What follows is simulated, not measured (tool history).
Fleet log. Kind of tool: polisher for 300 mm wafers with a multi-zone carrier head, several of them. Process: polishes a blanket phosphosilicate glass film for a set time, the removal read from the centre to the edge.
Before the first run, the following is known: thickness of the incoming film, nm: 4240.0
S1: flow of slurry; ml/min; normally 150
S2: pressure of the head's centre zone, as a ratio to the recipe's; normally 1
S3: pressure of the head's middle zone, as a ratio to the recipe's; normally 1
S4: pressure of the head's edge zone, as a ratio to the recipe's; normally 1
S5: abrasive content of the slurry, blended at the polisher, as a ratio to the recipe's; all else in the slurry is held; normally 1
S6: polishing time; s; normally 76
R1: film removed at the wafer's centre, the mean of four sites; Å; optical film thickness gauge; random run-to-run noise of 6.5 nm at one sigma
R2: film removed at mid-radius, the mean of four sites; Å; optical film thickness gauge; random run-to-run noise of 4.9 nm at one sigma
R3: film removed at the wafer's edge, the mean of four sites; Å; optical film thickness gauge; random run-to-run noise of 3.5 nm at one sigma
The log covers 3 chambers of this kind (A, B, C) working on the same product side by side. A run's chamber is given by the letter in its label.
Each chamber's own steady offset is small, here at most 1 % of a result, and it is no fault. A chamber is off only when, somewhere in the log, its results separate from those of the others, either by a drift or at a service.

run,day,S1,S2,S3,S4,S5,S6,R1,R2,R3
# day 0.088: chamber B: worn pad replaced by a new one
1B,0.471,150,1,1,1,1,76,5019.1,4960.7,4991.3
# day 0.567: chamber A: worn pad replaced by a new one
2A,0.954,150,1,1,1,1,76,5001.9,4980.5,5046.5
# day 1.062: chamber C: worn pad replaced by a new one
3C,1.238,150,1,1,1,1,76,5086.7,5076.4,5011.5
4A,1.633,150,1,1,1,1,76,4915.5,5032.6,5063.6
5C,1.858,150,1,1,1,1,76,5003.4,5137.4,4995.4
# day 2.054: chamber C: centre zone pressure recalibrated
6B,2.133,150,1,1,1,1,76,4986.9,5042.8,5041.7
# day 2.183: chamber A: edge zone pressure recalibrated
7B,2.475,150,1,1,1,1,76,5094.4,5008.2,5025.4
# day 2.804: chamber A: worn pad replaced by a new one
8A,2.829,150,1,1,1,1,76,5008.7,5028.5,5038.1
9C,3.15,150,1,1,1,1,76,4919.3,5008.9,4989.2
10B,3.375,150,1,1,1,1,76,4923.7,5029.9,5044
# day 3.488: chamber B: worn pad replaced by a new one
# day 3.675: chamber A: slurry nozzle cleaned
11A,3.862,150,1,1,1,1,76,5051.6,5063.9,5059.4
12C,4.212,150,1,0.89,0.95,1,76,5071.8,4451.8,4905.5
13A,4.558,150,1,0.89,0.95,1,76,5049.4,4618.8,4912
14B,4.996,150,1,0.89,0.95,1,76,4836.4,4451,4921.2
# day 5.225: chamber C: worn pad replaced by a new one
15C,5.325,150,1,1,1,1,76,4963.4,5044.5,4951.1
# day 5.354: chamber A: worn pad replaced by a new one
16A,5.567,150,1,1,1,1,76,5073.1,5028.8,5000.4
17C,6.004,150,1,1,1,1,76,5058.6,4990.8,4997.1
18B,6.4,150,1,1.04,1,1,76,4597.1,5131.2,4990.1
# day 6.458: chamber B: worn pad replaced by a new one
19B,6.688,150,1,1.04,1,1,76,4536.9,5234.7,5016.3
20A,7.062,150,1,1.04,1,1,76,5017.7,5269,5028.2
21C,7.354,150,1,1,1,1,76,4935,5002,4969.9
# day 7.729: chamber B: slurry nozzle cleaned
22C,7.821,150,1,1,1,1,76,4926.5,5072.6,5017.1
23B,8.179,150,1,1.05,0.95,1,76,4403.8,5236,4877.1

Which is it: a chamber that has drifted or been left off by a service, a gauge drift common to all chambers, or only each chamber's usual small offset? If a chamber is off, name it and its likeliest cause.

One chamber, B, drifts off from the rest bit by bit.
Most likely cause: centre zone's pressure below its setpoint, % = 12.7.

Below are 4 candidate recipes for chamber B's next run, each the usual settings with a change, their results shown as question marks. Which of them brings B's results back in line with what the other chambers give on the usual settings?
In line means no further than this from the other chambers' mean on the usual settings: R1 230 Å; R2 170 Å; R3 120 Å
24B-1,8.533,145,0.96,1.01,1.02,1,76,?,?,?
24B-2,8.533,160,1.11,0.98,0.96,1,76,?,?,?
24B-3,8.533,155,1.04,0.99,0.98,1,76,?,?,?
24B-4,8.533,140,0.89,1.02,1.04,1,76,?,?,?

Usual-settings mean across the other chambers: R1 4999.9 Å; R2 4999.9 Å; R3 5019.5 Å
run,R1,R2,R3
24B-1,4130.3,5030.6,5088
24B-2,4941.9,4980.9,4999.4
24B-3,4574.1,5000.4,5030.7
24B-4,3769.2,5042.4,5113.6
With 24B-2, the chamber falls back in line with the rest.
